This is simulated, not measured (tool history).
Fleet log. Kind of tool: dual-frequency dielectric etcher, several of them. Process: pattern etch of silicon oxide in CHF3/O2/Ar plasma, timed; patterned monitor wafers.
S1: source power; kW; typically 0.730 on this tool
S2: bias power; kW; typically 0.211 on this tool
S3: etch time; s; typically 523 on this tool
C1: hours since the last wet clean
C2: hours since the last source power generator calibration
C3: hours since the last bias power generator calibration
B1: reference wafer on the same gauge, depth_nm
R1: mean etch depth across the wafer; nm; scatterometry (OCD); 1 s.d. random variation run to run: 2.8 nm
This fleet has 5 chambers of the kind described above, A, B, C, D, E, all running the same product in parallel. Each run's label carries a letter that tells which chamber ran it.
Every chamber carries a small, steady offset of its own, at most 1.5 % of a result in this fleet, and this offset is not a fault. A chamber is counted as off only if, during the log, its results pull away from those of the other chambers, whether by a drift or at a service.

{"run": "1B", "hour": 8.8, "S1": 0.73, "S2": 0.211, "S3": 523, "C1": 177.2, "C2": 1532.2, "C3": 566.1, "B1": 1049.7, "R1": 1187.9}
{"run": "2E", "hour": 20.0, "S1": 0.73, "S2": 0.211, "S3": 523, "C1": 247.8, "C2": 797.6, "C3": 2063.7, "B1": 1050.0, "R1": 1175.7}
{"run": "3A", "hour": 28.4, "S1": 0.73, "S2": 0.211, "S3": 523, "C1": 280.2, "C2": 3207.0, "C3": 617.3, "B1": 1049.5, "R1": 1188.0}
{"run": "4C", "hour": 34.5, "S1": 0.73, "S2": 0.211, "S3": 523, "C1": 194.2, "C2": 598.3, "C3": 1258.0, "B1": 1050.1, "R1": 1181.1}
{"run": "5D", "hour": 44.7, "S1": 0.73, "S2": 0.211, "S3": 523, "C1": 587.0, "C2": 3185.4, "C3": 693.3, "B1": 1050.1, "R1": 1173.8}
{"hour": 48.8, "done": "chamber D: wet clean of the chamber"}
{"run": "6C", "hour": 51.2, "S1": 0.73, "S2": 0.211, "S3": 523, "C1": 210.9, "C2": 615.0, "C3": 1274.7, "B1": 1050.0, "R1": 1178.7}
{"run": "7B", "hour": 58.5, "S1": 0.73, "S2": 0.211, "S3": 523, "C1": 226.9, "C2": 1581.9, "C3": 615.8, "B1": 1050.2, "R1": 1188.4}
{"run": "8D", "hour": 65.5, "S1": 0.73, "S2": 0.211, "S3": 523, "C1": 16.8, "C2": 3206.2, "C3": 714.1, "B1": 1049.6, "R1": 1172.4}
{"run": "9E", "hour": 72.7, "S1": 0.73, "S2": 0.211, "S3": 523, "C1": 300.5, "C2": 850.3, "C3": 2116.4, "B1": 1049.4, "R1": 1175.3}
{"run": "10A", "hour": 81.0, "S1": 0.73, "S2": 0.211, "S3": 523, "C1": 332.8, "C2": 3259.6, "C3": 669.9, "B1": 1049.5, "R1": 1183.7}
{"run": "11E", "hour": 90.6, "S1": 0.62, "S2": 0.211, "S3": 523, "C1": 318.4, "C2": 868.2, "C3": 2134.3, "B1": 1049.5, "R1": 1105.1}
{"run": "12D", "hour": 101.0, "S1": 0.62, "S2": 0.211, "S3": 523, "C1": 52.3, "C2": 3241.7, "C3": 749.6, "B1": 1049.4, "R1": 1101.9}
{"run": "13C", "hour": 109.1, "S1": 0.62, "S2": 0.211, "S3": 523, "C1": 268.8, "C2": 672.9, "C3": 1332.6, "B1": 1050.4, "R1": 1106.6}
{"run": "14A", "hour": 116.5, "S1": 0.62, "S2": 0.211, "S3": 523, "C1": 368.3, "C2": 3295.1, "C3": 705.4, "B1": 1050.4, "R1": 1118.0}
{"run": "15B", "hour": 123.3, "S1": 0.62, "S2": 0.211, "S3": 523, "C1": 291.7, "C2": 1646.7, "C3": 680.6, "B1": 1050.4, "R1": 1119.8}
{"run": "16A", "hour": 131.2, "S1": 0.73, "S2": 0.211, "S3": 523, "C1": 383.0, "C2": 3309.8, "C3": 720.1, "B1": 1050.1, "R1": 1181.5}
{"run": "17B", "hour": 138.3, "S1": 0.62, "S2": 0.211, "S3": 523, "C1": 306.7, "C2": 1661.7, "C3": 695.6, "B1": 1049.8, "R1": 1116.2}
{"hour": 141.7, "done": "chamber A: wet clean of the chamber"}
{"hour": 146.6, "done": "chamber B: source power generator calibrated"}
{"run": "18D", "hour": 149.7, "S1": 0.62, "S2": 0.211, "S3": 523, "C1": 101.0, "C2": 3290.4, "C3": 798.3, "B1": 1050.0, "R1": 1103.1}
{"run": "19E", "hour": 155.9, "S1": 0.62, "S2": 0.211, "S3": 523, "C1": 383.7, "C2": 933.5, "C3": 2199.6, "B1": 1050.4, "R1": 1104.4}
{"hour": 159.6, "done": "chamber E: wet clean of the chamber"}
{"hour": 160.8, "done": "chamber E: bias power generator calibrated"}
{"run": "20C", "hour": 165.1, "S1": 0.62, "S2": 0.211, "S3": 523, "C1": 324.8, "C2": 728.9, "C3": 1388.6, "B1": 1049.9, "R1": 1101.0}
{"run": "21D", "hour": 175.3, "S1": 0.62, "S2": 0.211, "S3": 523, "C1": 126.6, "C2": 3316.0, "C3": 823.9, "B1": 1049.9, "R1": 1104.0}
{"run": "22A", "hour": 180.8, "S1": 0.73, "S2": 0.211, "S3": 523, "C1": 39.2, "C2": 3359.4, "C3": 769.7, "B1": 1049.5, "R1": 1185.0}
{"run": "23E", "hour": 191.8, "S1": 0.73, "S2": 0.211, "S3": 523, "C1": 32.3, "C2": 969.4, "C3": 31.1, "B1": 1050.4, "R1": 1207.8}
{"run": "24C", "hour": 197.8, "S1": 0.73, "S2": 0.211, "S3": 523, "C1": 357.5, "C2": 761.6, "C3": 1421.3, "B1": 1050.4, "R1": 1172.2}
{"run": "25B", "hour": 207.6, "S1": 0.73, "S2": 0.211, "S3": 523, "C1": 376.0, "C2": 61.0, "C3": 764.9, "B1": 1049.6, "R1": 1188.6}
{"run": "26D", "hour": 217.9, "S1": 0.73, "S2": 0.211, "S3": 523, "C1": 169.2, "C2": 3358.6, "C3": 866.5, "B1": 1049.9, "R1": 1168.5}
{"run": "27B", "hour": 227.3, "S1": 0.73, "S2": 0.211, "S3": 523, "C1": 395.7, "C2": 80.7, "C3": 784.6, "B1": 1049.8, "R1": 1188.0}
{"hour": 230.7, "done": "chamber C: wet clean of the chamber"}
{"run": "28A", "hour": 233.1, "S1": 0.73, "S2": 0.211, "S3": 523, "C1": 91.5, "C2": 3411.7, "C3": 822.0, "B1": 1050.0, "R1": 1184.6}
{"run": "29C", "hour": 239.0, "S1": 0.73, "S2": 0.211, "S3": 523, "C1": 8.3, "C2": 802.8, "C3": 1462.5, "B1": 1050.3, "R1": 1174.5}
{"run": "30E", "hour": 247.5, "S1": 0.73, "S2": 0.211, "S3": 523, "C1": 88.0, "C2": 1025.1, "C3": 86.8, "B1": 1050.2, "R1": 1210.3}
{"run": "31E", "hour": 256.3, "S1": 0.73, "S2": 0.211, "S3": 523, "C1": 96.8, "C2": 1033.9, "C3": 95.6, "B1": 1049.7, "R1": 1216.4}
{"run": "32A", "hour": 265.5, "S1": 0.73, "S2": 0.211, "S3": 523, "C1": 123.9, "C2": 3444.1, "C3": 854.4, "B1": 1050.2, "R1": 1183.1}
{"run": "33B", "hour": 274.6, "S1": 0.73, "S2": 0.211, "S3": 523, "C1": 443.0, "C2": 128.0, "C3": 831.9, "B1": 1050.1, "R1": 1186.6}
{"run": "34C", "hour": 281.9, "S1": 0.73, "S2": 0.211, "S3": 523, "C1": 51.2, "C2": 845.7, "C3": 1505.4, "B1": 1050.1, "R1": 1174.2}
{"run": "35D", "hour": 287.0, "S1": 0.8, "S2": 0.245, "S3": 523, "C1": 238.3, "C2": 3427.7, "C3": 935.6, "B1": 1050.0, "R1": 1280.1}
{"run": "36B", "hour": 293.6, "S1": 0.8, "S2": 0.245, "S3": 523, "C1": 462.0, "C2": 147.0, "C3": 850.9, "B1": 1050.3, "R1": 1296.5}
{"run": "37E", "hour": 303.5, "S1": 0.8, "S2": 0.245, "S3": 523, "C1": 144.0, "C2": 1081.1, "C3": 142.8, "B1": 1049.8, "R1": 1323.4}
{"run": "38C", "hour": 310.1, "S1": 0.8, "S2": 0.245, "S3": 523, "C1": 79.4, "C2": 873.9, "C3": 1533.6, "B1": 1049.8, "R1": 1278.1}
{"run": "39D", "hour": 315.4, "S1": 0.8, "S2": 0.245, "S3": 523, "C1": 266.7, "C2": 3456.1, "C3": 964.0, "B1": 1049.9, "R1": 1284.7}
{"run": "40A", "hour": 325.5, "S1": 0.84, "S2": 0.211, "S3": 523, "C1": 183.9, "C2": 3504.1, "C3": 914.4, "B1": 1049.8, "R1": 1250.2}
{"run": "41D", "hour": 331.8, "S1": 0.84, "S2": 0.211, "S3": 523, "C1": 283.1, "C2": 3472.5, "C3": 980.4, "B1": 1049.5, "R1": 1240.7}

Does one chamber stand apart from the rest, does the shared gauge drift, or is all well apart from small per-chamber offsets? Give the chamber and the most likely cause, where there is one.

A service on chamber E put it out of line with the rest.
What lies behind it: etch rate over this chamber's usual, % = 2.65.

Below are 4 candidate recipes for chamber E's next run, each the usual settings with a change, their results shown as question marks. Which of them brings E's results back in line with what the other chambers give on the usual settings?
Counts as in line when no further than this from what the other chambers average on the usual settings: R1 9.8 nm
{"run": "42E-1", "hour": 340.0, "S1": 0.73, "S2": 0.211, "S3": 511.5, "R1": "?"}
{"run": "42E-2", "hour": 340.0, "S1": 0.73, "S2": 0.211, "S3": 518.5, "R1": "?"}
{"run": "42E-3", "hour": 340.0, "S1": 0.73, "S2": 0.211, "S3": 527.0, "R1": "?"}
{"run": "42E-4", "hour": 340.0, "S1": 0.73, "S2": 0.211, "S3": 534.5, "R1": "?"}

Mean of the other chambers on the usual settings: R1 1180.8 nm
run=42E-1 R1=1182.2
run=42E-2 R1=1198.4
run=42E-3 R1=1218.0
run=42E-4 R1=1235.4
42E-1 puts the chamber back in line with the other chambers.

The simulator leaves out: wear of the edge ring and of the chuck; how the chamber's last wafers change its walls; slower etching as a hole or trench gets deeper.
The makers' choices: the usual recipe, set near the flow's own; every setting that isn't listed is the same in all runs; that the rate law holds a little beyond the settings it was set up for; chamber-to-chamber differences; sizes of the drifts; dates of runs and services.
